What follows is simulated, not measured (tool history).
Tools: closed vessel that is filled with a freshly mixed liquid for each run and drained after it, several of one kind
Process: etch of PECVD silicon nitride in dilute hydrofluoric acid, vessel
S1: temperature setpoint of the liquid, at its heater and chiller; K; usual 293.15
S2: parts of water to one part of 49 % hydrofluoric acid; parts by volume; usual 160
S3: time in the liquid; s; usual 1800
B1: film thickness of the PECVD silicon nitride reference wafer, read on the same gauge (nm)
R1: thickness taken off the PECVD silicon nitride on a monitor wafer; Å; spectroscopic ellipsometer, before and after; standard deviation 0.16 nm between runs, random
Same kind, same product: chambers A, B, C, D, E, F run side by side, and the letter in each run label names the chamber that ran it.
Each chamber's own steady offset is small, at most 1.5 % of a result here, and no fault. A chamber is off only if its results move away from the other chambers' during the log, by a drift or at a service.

run,hour,S1,S2,S3,B1,R1
1B,11.2,293.15,160,1800,70.008,180.93
2D,20.4,293.15,160,1800,70.024,181.40
3F,31.6,293.15,160,1800,70.000,182.69
# hour 39.1: chamber C: hydrofluoric acid flow meter replaced
4E,42.5,293.15,160,1800,70.005,185.15
5C,53.7,293.15,160,1800,69.999,179.49
# hour 59.7: chamber E: hydrofluoric acid flow meter replaced
6A,64.2,293.15,160,1800,69.991,181.08
7C,75.1,293.15,160,1800,69.977,182.83
8B,82.8,293.15,160,1800,69.984,181.39
9E,94.3,293.15,160,1800,69.979,180.51
10A,104.1,293.15,160,1800,69.999,176.46
# hour 111.6: chamber F: hydrofluoric acid flow meter replaced
11D,112.9,293.15,160,1800,70.019,183.22
# hour 119.1: chamber B: hydrofluoric acid flow meter replaced
12F,123.4,293.15,160,1800,70.029,183.81
13E,136.4,293.15,160,1800,69.991,180.29
14F,147.5,293.15,160,1800,69.992,182.70
15B,156.9,293.15,160,1800,69.991,182.10
16D,171.9,293.15,195,1330,70.001,110.96
17A,182.8,293.15,195,1330,70.017,106.08
18C,196.0,293.15,195,1330,70.024,110.41
19A,208.2,293.15,195,1330,69.983,104.60
20F,221.6,293.15,195,1330,70.014,112.01
21C,231.4,293.15,195,1330,70.020,112.57
22B,241.8,293.15,160,1800,69.978,181.09
23D,252.8,293.15,160,1800,70.044,183.24
24E,267.7,293.15,160,1800,69.998,180.96
# hour 267.8: chamber E: thermometer replaced
25E,277.5,293.15,160,1800,70.007,179.75
26D,291.0,293.15,160,1200,69.995,121.40
27F,303.8,293.15,160,1200,70.004,120.77
28A,314.2,293.15,160,1200,70.038,112.32
29C,322.7,293.15,160,1200,70.009,121.48
30B,334.4,293.15,160,1200,70.008,121.47
31F,345.9,293.15,160,1200,69.984,120.57
32C,354.3,293.15,160,1800,69.986,182.53
33B,368.1,293.15,160,1800,69.983,182.65
34E,382.8,293.15,160,1800,70.006,183.28
35A,397.2,293.15,160,1800,70.002,164.84
36D,408.4,293.15,160,1800,70.018,178.10
37B,421.6,293.15,160,1800,69.983,185.16
38D,432.0,293.15,160,1800,70.000,184.34
# hour 433.2: chamber E: hydrofluoric acid flow meter replaced
39C,438.5,293.15,160,1800,69.976,181.91
40A,451.6,293.15,160,1800,69.983,163.09
41F,461.6,293.15,160,1800,69.990,182.68
42E,472.7,293.15,160,1800,70.003,182.07
43B,481.7,293.15,160,1800,70.002,183.84

Does one chamber stand apart from the rest, does the shared gauge drift, or is all well apart from small per-chamber offsets? Give the chamber and the most likely cause, where there is one.

One chamber, A, drifts off from the rest bit by bit.
Likeliest cause: hydrofluoric acid flow below the setpoint (%) = 10.1.
It could be hard to tell apart here from: liquid colder than its thermometer reads (K).

Chamber A could run next with any of the 4 candidate recipes listed below; each alters the usual settings, and their results appear as question marks. Which one brings its results back in line with what the other chambers deliver on the usual settings?
A result is in line if it is within this distance of the other chambers' mean on the usual settings: R1 5.50 Å
44A-1,492.5,293.15,160,1685,,?
44A-2,492.5,294.15,160,1800,,?
44A-3,492.5,293.65,155,1910,,?
44A-4,492.5,292.65,165,1690,,?

Average result of the remaining chambers running the usual settings: R1 182.39 Å
run,R1
44A-1,151.39
44A-2,172.84
44A-3,182.98
44A-4,142.54
It is 44A-3 that realigns the chamber with its peers.
